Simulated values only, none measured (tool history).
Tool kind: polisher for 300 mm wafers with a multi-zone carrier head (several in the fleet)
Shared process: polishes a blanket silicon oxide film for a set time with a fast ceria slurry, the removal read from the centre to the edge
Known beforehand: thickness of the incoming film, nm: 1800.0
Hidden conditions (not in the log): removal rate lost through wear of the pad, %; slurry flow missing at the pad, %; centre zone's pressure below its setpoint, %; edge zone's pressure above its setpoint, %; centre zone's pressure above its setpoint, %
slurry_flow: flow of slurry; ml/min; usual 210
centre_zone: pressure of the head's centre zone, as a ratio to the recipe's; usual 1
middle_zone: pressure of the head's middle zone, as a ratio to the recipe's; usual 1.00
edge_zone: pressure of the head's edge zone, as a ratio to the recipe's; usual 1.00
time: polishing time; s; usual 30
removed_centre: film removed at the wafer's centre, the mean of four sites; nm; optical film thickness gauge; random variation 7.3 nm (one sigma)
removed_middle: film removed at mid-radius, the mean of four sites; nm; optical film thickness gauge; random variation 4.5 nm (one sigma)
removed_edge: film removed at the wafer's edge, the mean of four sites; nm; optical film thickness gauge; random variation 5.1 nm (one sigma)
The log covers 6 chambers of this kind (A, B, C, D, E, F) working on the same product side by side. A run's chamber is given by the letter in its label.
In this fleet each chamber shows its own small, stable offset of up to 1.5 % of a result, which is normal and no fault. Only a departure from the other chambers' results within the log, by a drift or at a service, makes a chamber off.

run	hour	slurry_flow	centre_zone	middle_zone	edge_zone	time	wafers polished on this pad	hours since the slurry nozzle was cleaned	hours since the centre zone pressure was calibrated	hours since the edge zone pressure was calibrated	removed_centre	removed_middle	removed_edge
1C	7.0	210	1	1.00	1.00	30	337	8.5	84.4	276.6	621.56	642.40	649.36
# hour 7.8: chamber E: worn pad replaced by a new one
# hour 12.7: chamber B: worn pad replaced by a new one
2D	16.0	210	1	1.00	1.00	30	729	135.2	146.4	190.0	639.84	636.33	637.57
3E	27.8	210	1	1.00	1.00	30	215	285.0	1013.7	502.2	640.30	642.73	642.09
# hour 37.0: chamber D: worn pad replaced by a new one
# hour 37.3: chamber A: worn pad replaced by a new one
# hour 38.1: chamber F: slurry nozzle cleaned
4F	41.2	210	1	1.00	1.00	30	1401	3.2	227.9	1028.5	639.08	638.67	636.66
# hour 44.8: chamber F: worn pad replaced by a new one
5B	54.2	210	1	1.00	1.00	30	445	54.3	88.9	396.9	635.12	637.54	630.66
6A	61.4	210	1	1.00	1.00	30	259	157.4	451.2	271.5	651.11	647.38	638.78
7E	70.0	210	1	1.00	1.00	30	668	327.2	1055.9	544.4	662.09	639.46	648.64
8D	77.2	210	1	1.00	1.00	30	431	196.4	207.6	251.2	647.26	638.57	627.81
9F	86.1	210	1	1.00	1.00	30	444	48.1	272.8	1073.4	645.11	637.09	630.80
# hour 88.4: chamber B: worn pad replaced by a new one
10B	93.4	210	1	1.00	1.00	30	54	93.5	128.1	436.1	661.35	642.45	639.35
# hour 94.7: chamber D: slurry nozzle cleaned
# hour 102.1: chamber C: worn pad replaced by a new one
11A	104.0	210	1	1.00	1.00	30	716	200.0	493.8	314.1	632.65	641.56	634.35
# hour 107.0: chamber E: worn pad replaced by a new one
# hour 108.6: chamber A: edge zone pressure recalibrated
12C	112.9	210	1	0.91	1.00	30	116	114.4	190.3	382.5	625.35	590.54	641.77
# hour 124.4: chamber D: worn pad replaced by a new one
13C	126.2	210	1	0.91	1.00	30	259	127.7	203.6	395.8	632.17	593.01	645.37
14D	134.7	210	1	0.91	1.00	30	110	40.0	265.1	308.7	648.79	585.04	653.08
# hour 134.9: chamber A: worn pad replaced by a new one
15B	145.2	210	1	0.91	1.00	30	609	145.3	179.9	487.9	635.91	583.76	638.97
# hour 148.5: chamber E: edge zone pressure recalibrated
16F	155.6	210	1	0.91	1.00	30	1189	117.6	342.3	1142.9	643.59	579.37	638.89
17A	168.0	210	1	0.91	1.00	30	355	264.0	557.8	59.5	625.33	588.81	632.97
18E	175.5	210	1	1.00	1.00	30	735	432.7	1161.4	27.0	649.09	652.09	649.28
# hour 178.2: chamber B: worn pad replaced by a new one
19A	185.0	210	1	1.00	1.00	30	538	281.0	574.8	76.5	636.92	646.53	638.26
# hour 188.7: chamber F: worn pad replaced by a new one
# hour 189.6: chamber A: slurry nozzle cleaned
20B	192.1	210	1	1.00	1.00	30	149	192.2	226.8	534.8	649.01	636.95	630.11
21C	200.8	285	1	1.00	1.05	30	1059	202.3	278.2	470.4	651.87	663.94	683.99
# hour 201.3: chamber D: worn pad replaced by a new one
# hour 206.7: chamber F: edge zone pressure recalibrated
22F	213.0	285	1	1.00	1.05	30	261	175.0	399.7	6.3	672.20	667.52	677.10
23E	219.1	285	1	1.00	1.05	30	1203	476.3	1205.0	70.6	670.13	668.33	683.88
# hour 224.5: chamber E: worn pad replaced by a new one
24D	231.0	285	1	1.00	1.05	30	319	136.3	361.4	405.0	669.95	657.92	672.00
# hour 234.9: chamber C: worn pad replaced by a new one
25F	240.6	285	1	1.00	1.05	30	557	202.6	427.3	33.9	671.61	665.05	677.87
26D	248.6	285	1	1.00	1.05	30	508	153.9	379.0	422.6	662.26	667.01	669.20
# hour 253.9: chamber A: worn pad replaced by a new one
27E	254.6	210	1	1.00	1.00	30	323	511.8	1240.5	106.1	648.61	639.99	647.89
28B	266.0	210	1	1.00	1.00	30	942	266.1	300.7	608.7	630.73	641.88	630.93
# hour 267.8: chamber B: worn pad replaced by a new one
29A	274.1	245	1	1.00	0.96	30	217	84.6	663.9	165.6	661.84	655.09	636.82
# hour 284.0: chamber D: worn pad replaced by a new one
30C	286.5	245	1	1.00	0.96	30	554	288.0	363.9	556.1	644.77	657.48	635.95
31C	297.2	245	1	1.00	0.96	30	668	298.7	374.6	566.8	652.47	656.40	636.47
# hour 304.8: chamber F: centre zone pressure recalibrated
32F	309.8	245	1	1.00	0.96	30	1300	271.8	5.0	103.1	654.93	658.98	632.70
# hour 315.2: chamber F: slurry nozzle cleaned
33B	317.4	245	1	1.00	0.96	30	532	317.5	352.1	660.1	663.60	650.61	622.97
# hour 321.1: chamber F: worn pad replaced by a new one
34E	325.2	245	1	1.00	0.96	30	1080	582.4	1311.1	176.7	648.24	656.34	635.47
# hour 339.0: chamber E: centre zone pressure recalibrated
35D	339.0	210	1	1.00	1.00	30	590	244.3	469.4	513.0	657.07	630.00	638.37
# hour 339.1: chamber D: centre zone pressure recalibrated
# hour 340.7: chamber E: worn pad replaced by a new one
36A	351.7	210	1	1.00	1.00	30	1049	162.2	741.5	243.2	643.93	640.26	629.19
# hour 360.6: chamber D: worn pad replaced by a new one
37F	365.1	210	1	1.00	1.00	30	472	50.0	60.3	158.4	630.36	636.08	640.61
# hour 366.3: chamber C: worn pad replaced by a new one
# hour 366.4: chamber D: slurry nozzle cleaned
38D	376.6	210	1	1.00	1.00	30	171	10.2	37.5	550.6	644.54	644.27	642.62
39C	388.9	210	1	1.00	1.00	30	242	390.4	466.3	658.5	629.41	645.02	636.81
40E	401.4	210	1	1.00	1.00	30	651	658.6	62.5	252.9	640.99	642.24	639.58

Does one chamber stand apart from the rest, does the shared gauge drift, or is all well apart from small per-chamber offsets? Give the chamber and the most likely cause, where there is one.

All chambers stay in line apart from their small fixed offsets, and the gauge does not drift.
